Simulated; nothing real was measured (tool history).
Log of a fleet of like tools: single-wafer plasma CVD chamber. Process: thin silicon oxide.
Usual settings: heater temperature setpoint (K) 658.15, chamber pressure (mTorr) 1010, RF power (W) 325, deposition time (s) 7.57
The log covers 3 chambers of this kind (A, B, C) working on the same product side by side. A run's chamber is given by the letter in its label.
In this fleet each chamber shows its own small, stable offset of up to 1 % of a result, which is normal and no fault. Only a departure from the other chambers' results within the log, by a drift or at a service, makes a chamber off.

| run | hour | heater temperature setpoint (K) | chamber pressure (mTorr) | RF power (W) | deposition time (s) | read-back reference wafer on the same gauge, thickness_nm | mean film thickness on the monitor wafer (Å) |
|---|---|---|---|---|---|---|---|
| 1B | 5.3 | 658.15 | 1010 | 325 | 7.57 | 18.808 | 178.12 |
| 2C | 7.7 | 658.15 | 1010 | 325 | 7.57 | 18.801 | 176.71 |
| 3A | 10.8 | 658.15 | 1010 | 325 | 7.57 | 18.796 | 173.73 |
| 4A | 16 | 658.15 | 1010 | 325 | 7.57 | 18.798 | 174.21 |
| 5B | 21.1 | 658.15 | 1010 | 325 | 7.57 | 18.796 | 177.45 |
| 6C | 24 | 658.15 | 1010 | 325 | 7.57 | 18.81 | 177.19 |
| 7C | 26.5 | 658.15 | 1010 | 325 | 7.57 | 18.804 | 175.93 |
| 8B | 28.9 | 658.15 | 1010 | 325 | 7.57 | 18.8 | 177.53 |
| 9A | 33.5 | 658.15 | 1010 | 325 | 7.57 | 18.802 | 173.93 |
| 10B | 38.7 | 658.15 | 1010 | 325 | 7.57 | 18.802 | 177.41 |
| 11A | 42.6 | 658.15 | 1010 | 325 | 7.57 | 18.8 | 173.21 |
| 12C | 45 | 658.15 | 1010 | 325 | 7.57 | 18.8 | 176.38 |
| 13A | 49.5 | 658.15 | 1010 | 325 | 7.57 | 18.79 | 174.44 |
| 14C | 54 | 658.15 | 1010 | 325 | 7.57 | 18.796 | 176.54 |
|  | 54.6 | chamber C: capacitance manometer re-zeroed and calibrated |
| 15B | 57.9 | 658.15 | 1010 | 325 | 7.57 | 18.807 | 177.64 |
| 16C | 60.6 | 658.15 | 1010 | 325 | 7.57 | 18.783 | 173.03 |
| 17B | 64.5 | 658.15 | 1010 | 325 | 7.57 | 18.8 | 176.69 |
| 18A | 69.3 | 658.15 | 1010 | 325 | 7.57 | 18.782 | 174.12 |
| 19C | 73.7 | 658.15 | 1010 | 325 | 7.57 | 18.793 | 171.7 |
| 20B | 76.8 | 658.15 | 1010 | 325 | 7.57 | 18.802 | 177.28 |
| 21A | 79.3 | 658.15 | 1010 | 325 | 7.57 | 18.806 | 173.95 |
| 22B | 83.2 | 646.15 | 1010 | 325 | 7.57 | 18.812 | 179.35 |
| 23A | 85.6 | 646.15 | 1010 | 325 | 7.57 | 18.795 | 174.74 |
| 24C | 89.6 | 646.15 | 1010 | 325 | 7.57 | 18.804 | 173.94 |
| 25C | 93.5 | 658.15 | 1010 | 325 | 7.57 | 18.809 | 173.2 |
| 26B | 96.5 | 658.15 | 1010 | 325 | 7.57 | 18.791 | 178.07 |
| 27A | 101.2 | 658.15 | 1010 | 325 | 7.57 | 18.786 | 174.14 |
| 28C | 104.1 | 658.15 | 1010 | 325 | 7.57 | 18.797 | 172.73 |
| 29A | 109.3 | 658.15 | 1010 | 385 | 7.57 | 18.795 | 185.17 |

Next, every chamber runs the same settings. What will each give?
| 30A | 113.1 | 658.15 | 1010 | 325 | 6.11 |  | ? |
| 30B | 113.1 | 658.15 | 1010 | 325 | 6.11 |  | ? |
| 30C | 113.1 | 658.15 | 1010 | 325 | 6.11 |  | ? |

| run | mean film thickness on the monitor wafer (Å) |
|---|---|
| 30A | 140.39 |
| 30B | 143.4 |
| 30C | 139.26 |
